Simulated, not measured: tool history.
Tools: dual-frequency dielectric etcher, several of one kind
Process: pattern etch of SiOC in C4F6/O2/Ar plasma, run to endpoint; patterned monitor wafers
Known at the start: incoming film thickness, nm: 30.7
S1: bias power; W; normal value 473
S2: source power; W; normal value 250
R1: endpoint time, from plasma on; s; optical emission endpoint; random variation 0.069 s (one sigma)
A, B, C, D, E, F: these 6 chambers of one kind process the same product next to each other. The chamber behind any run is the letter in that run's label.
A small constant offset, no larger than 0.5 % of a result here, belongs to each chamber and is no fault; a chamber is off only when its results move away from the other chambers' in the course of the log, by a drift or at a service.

{"run": "1C", "hour": 8.7, "S1": 473, "S2": 250, "R1": 12.493}
{"run": "2E", "hour": 16.4, "S1": 473, "S2": 250, "R1": 12.477}
{"run": "3F", "hour": 21.4, "S1": 473, "S2": 250, "R1": 12.464}
{"run": "4D", "hour": 30.7, "S1": 473, "S2": 250, "R1": 12.51}
{"run": "5A", "hour": 36.5, "S1": 523, "S2": 200, "R1": 13.021}
{"run": "6B", "hour": 45.5, "S1": 523, "S2": 200, "R1": 13.152}
{"run": "7F", "hour": 51.1, "S1": 523, "S2": 200, "R1": 13.052}
{"run": "8C", "hour": 60.3, "S1": 523, "S2": 200, "R1": 13.201}
{"run": "9E", "hour": 69.0, "S1": 523, "S2": 200, "R1": 13.125}
{"run": "10D", "hour": 73.6, "S1": 523, "S2": 200, "R1": 13.023}
{"run": "11B", "hour": 82.0, "S1": 473, "S2": 250, "R1": 12.674}
{"run": "12A", "hour": 88.1, "S1": 525, "S2": 310, "R1": 10.98}
{"hour": 95.2, "done": "chamber A: bias power generator calibrated"}
{"run": "13F", "hour": 97.5, "S1": 525, "S2": 310, "R1": 11.141}
{"run": "14B", "hour": 104.0, "S1": 525, "S2": 310, "R1": 11.192}
{"run": "15D", "hour": 109.1, "S1": 525, "S2": 310, "R1": 11.074}
{"run": "16E", "hour": 114.6, "S1": 525, "S2": 310, "R1": 11.191}
{"run": "17C", "hour": 124.0, "S1": 525, "S2": 310, "R1": 11.114}
{"run": "18A", "hour": 133.5, "S1": 473, "S2": 250, "R1": 12.467}
{"run": "19E", "hour": 137.8, "S1": 473, "S2": 250, "R1": 12.704}
{"run": "20F", "hour": 142.8, "S1": 473, "S2": 250, "R1": 12.47}
{"run": "21D", "hour": 148.1, "S1": 431, "S2": 250, "R1": 13.035}
{"hour": 150.3, "done": "chamber D: wet clean of the chamber"}
{"run": "22A", "hour": 152.5, "S1": 431, "S2": 250, "R1": 12.958}
{"run": "23C", "hour": 161.4, "S1": 431, "S2": 250, "R1": 12.994}
{"run": "24B", "hour": 167.6, "S1": 431, "S2": 250, "R1": 12.962}
{"run": "25E", "hour": 175.1, "S1": 431, "S2": 250, "R1": 13.241}
{"run": "26D", "hour": 181.5, "S1": 431, "S2": 250, "R1": 12.968}
{"run": "27B", "hour": 186.8, "S1": 378, "S2": 250, "R1": 13.808}
{"run": "28F", "hour": 196.0, "S1": 378, "S2": 250, "R1": 13.517}
{"run": "29A", "hour": 202.6, "S1": 378, "S2": 250, "R1": 13.583}
{"run": "30C", "hour": 211.2, "S1": 378, "S2": 250, "R1": 13.505}
{"run": "31F", "hour": 220.6, "S1": 378, "S2": 250, "R1": 13.535}
{"run": "32D", "hour": 226.7, "S1": 378, "S2": 250, "R1": 13.519}
{"run": "33E", "hour": 236.1, "S1": 473, "S2": 250, "R1": 12.757}
{"run": "34C", "hour": 241.5, "S1": 473, "S2": 250, "R1": 12.657}
{"run": "35B", "hour": 246.0, "S1": 517, "S2": 280, "R1": 11.573}
{"run": "36A", "hour": 254.4, "S1": 517, "S2": 280, "R1": 11.524}
{"run": "37A", "hour": 261.3, "S1": 517, "S2": 280, "R1": 11.668}
{"run": "38E", "hour": 268.8, "S1": 517, "S2": 280, "R1": 11.969}

All 6 chambers run these settings next. Forecast each chamber's results:
{"run": "39A", "hour": 275.6, "S1": 473, "S2": 250, "R1": "?"}
{"run": "39B", "hour": 275.6, "S1": 473, "S2": 250, "R1": "?"}
{"run": "39C", "hour": 275.6, "S1": 473, "S2": 250, "R1": "?"}
{"run": "39D", "hour": 275.6, "S1": 473, "S2": 250, "R1": "?"}
{"run": "39E", "hour": 275.6, "S1": 473, "S2": 250, "R1": "?"}
{"run": "39F", "hour": 275.6, "S1": 473, "S2": 250, "R1": "?"}

run=39A R1=12.560
run=39B R1=12.636
run=39C R1=12.552
run=39D R1=12.571
run=39E R1=12.797
run=39F R1=12.493
